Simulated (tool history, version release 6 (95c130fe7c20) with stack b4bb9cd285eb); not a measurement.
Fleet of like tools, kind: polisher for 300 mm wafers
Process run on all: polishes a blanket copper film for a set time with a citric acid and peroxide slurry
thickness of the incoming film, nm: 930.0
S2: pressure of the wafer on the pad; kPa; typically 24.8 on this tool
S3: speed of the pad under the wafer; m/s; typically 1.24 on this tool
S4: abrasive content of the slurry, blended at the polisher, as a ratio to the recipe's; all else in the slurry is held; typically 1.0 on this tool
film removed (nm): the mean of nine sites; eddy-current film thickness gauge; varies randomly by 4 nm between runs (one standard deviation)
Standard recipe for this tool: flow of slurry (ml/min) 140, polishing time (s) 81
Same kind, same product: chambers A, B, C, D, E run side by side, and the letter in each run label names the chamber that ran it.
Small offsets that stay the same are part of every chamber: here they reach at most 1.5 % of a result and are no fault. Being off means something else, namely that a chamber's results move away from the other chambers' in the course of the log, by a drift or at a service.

At day 0.083: chamber A: head pressure recalibrated.
Run 1A, day 0.421: usual settings. Result: film removed (nm) 305.12.
Run 2E, day 0.775: usual settings. Result: film removed (nm) 303.53.
Run 3D, day 1.092: usual settings. Result: film removed (nm) 304.38.
At day 1.262: chamber C: worn pad replaced by a new one.
Run 4C, day 1.458: usual settings. Result: film removed (nm) 313.22.
Run 5B, day 1.896: usual settings. Result: film removed (nm) 302.84.
At day 2.046: chamber B: slurry blender recalibrated.
Run 6E, day 2.338: usual settings. Result: film removed (nm) 311.30.
Run 7D, day 2.692: usual settings. Result: film removed (nm) 307.90.
At day 2.767: chamber D: slurry blender recalibrated.
At day 3.079: chamber E: slurry nozzle cleaned.
Run 8B, day 3.117: usual settings. Result: film removed (nm) 312.78.
At day 3.183: chamber E: slurry blender recalibrated.
Run 9C, day 3.383: usual settings. Result: film removed (nm) 310.34.
At day 3.504: chamber B: slurry nozzle cleaned.
Run 10A, day 3.583: usual settings. Result: film removed (nm) 305.36.
At day 3.629: chamber A: worn pad replaced by a new one.
At day 3.712: chamber B: worn pad replaced by a new one.
Run 11E, day 3.917: usual settings. Result: film removed (nm) 304.90.
Run 12B, day 4.292: usual settings. Result: film removed (nm) 313.80.
Run 13C, day 4.529: usual settings but polishing time (s) 105. Result: film removed (nm) 398.22.
Run 14A, day 4.858: usual settings but polishing time (s) 105. Result: film removed (nm) 402.82.
Run 15D, day 5.075: usual settings but polishing time (s) 105. Result: film removed (nm) 412.39.
At day 5.138: chamber A: slurry blender recalibrated.
At day 5.292: chamber C: worn pad replaced by a new one.
Run 16E, day 5.312: usual settings but polishing time (s) 105. Result: film removed (nm) 399.10.
At day 5.321: chamber D: worn pad replaced by a new one.
Run 17C, day 5.725: usual settings but polishing time (s) 105. Result: film removed (nm) 390.83.
Run 18A, day 6.021: usual settings but S4 1.1. Result: film removed (nm) 316.71.
Run 19B, day 6.283: usual settings but S4 1.1. Result: film removed (nm) 315.97.
Run 20D, day 6.642: usual settings but S4 1.1. Result: film removed (nm) 311.25.
Run 21A, day 6.904: usual settings but S4 1.1. Result: film removed (nm) 306.29.
At day 6.917: chamber E: worn pad replaced by a new one.
Run 22B, day 7.208: usual settings but S4 1.1. Result: film removed (nm) 317.73.
Run 23D, day 7.533: usual settings but flow of slurry (ml/min) 110. Result: film removed (nm) 292.20.
Run 24E, day 7.975: usual settings but flow of slurry (ml/min) 110. Result: film removed (nm) 289.05.
Run 25C, day 8.317: usual settings but flow of slurry (ml/min) 110. Result: film removed (nm) 274.49.
At day 8.492: chamber B: worn pad replaced by a new one.
Run 26E, day 8.633: usual settings but flow of slurry (ml/min) 110. Result: film removed (nm) 287.26.
At day 8.721: chamber A: worn pad replaced by a new one.
Run 27A, day 8.917: usual settings but flow of slurry (ml/min) 110. Result: film removed (nm) 291.90.
Run 28B, day 9.133: usual settings. Result: film removed (nm) 312.54.
Run 29C, day 9.583: usual settings but S2 28.3 kPa, S3 1.08 m/s. Result: film removed (nm) 280.47.
Run 30D, day 9.942: usual settings but S2 28.3 kPa, S3 1.08 m/s. Result: film removed (nm) 307.57.
Run 31A, day 10.292: usual settings but S2 28.3 kPa, S3 1.08 m/s. Result: film removed (nm) 304.20.

Is one chamber off against the others, does the gauge drift, or is nothing wrong? If a chamber is off, say which, and what the likeliest cause is.

It is chamber C that slowly wanders off from its peers.
What lies behind it: head's pressure below its setpoint, % = 11.4.
Not necessarily distinguishable in this log from: slurry flow missing at the pad, %.

Below are 4 candidate recipes for chamber C's next run, each the usual settings with a change, their results shown as question marks. Which of them brings C's results back in line with what the other chambers give on the usual settings?
Allowed miss from the other chambers' usual-settings mean, per result, to count as in line: film removed (nm) 14.00
Run 32C-1, day 10.625: usual settings but polishing time (s) 79. Result: film removed (nm) ?.
Run 32C-2, day 10.625: usual settings but S2 26.2 kPa, polishing time (s) 85. Result: film removed (nm) ?.
Run 32C-3, day 10.625: usual settings but S3 1.26 m/s. Result: film removed (nm) ?.
Run 32C-4, day 10.625: usual settings but S3 1.18 m/s, polishing time (s) 77. Result: film removed (nm) ?.

Usual-settings mean across the other chambers: film removed (nm) 308.59
  run  film removed (nm)
32C-1             273.87
32C-2             310.78
32C-3             285.32
32C-4             254.07
32C-2 is the one that brings the chamber's results back in line with the other chambers.

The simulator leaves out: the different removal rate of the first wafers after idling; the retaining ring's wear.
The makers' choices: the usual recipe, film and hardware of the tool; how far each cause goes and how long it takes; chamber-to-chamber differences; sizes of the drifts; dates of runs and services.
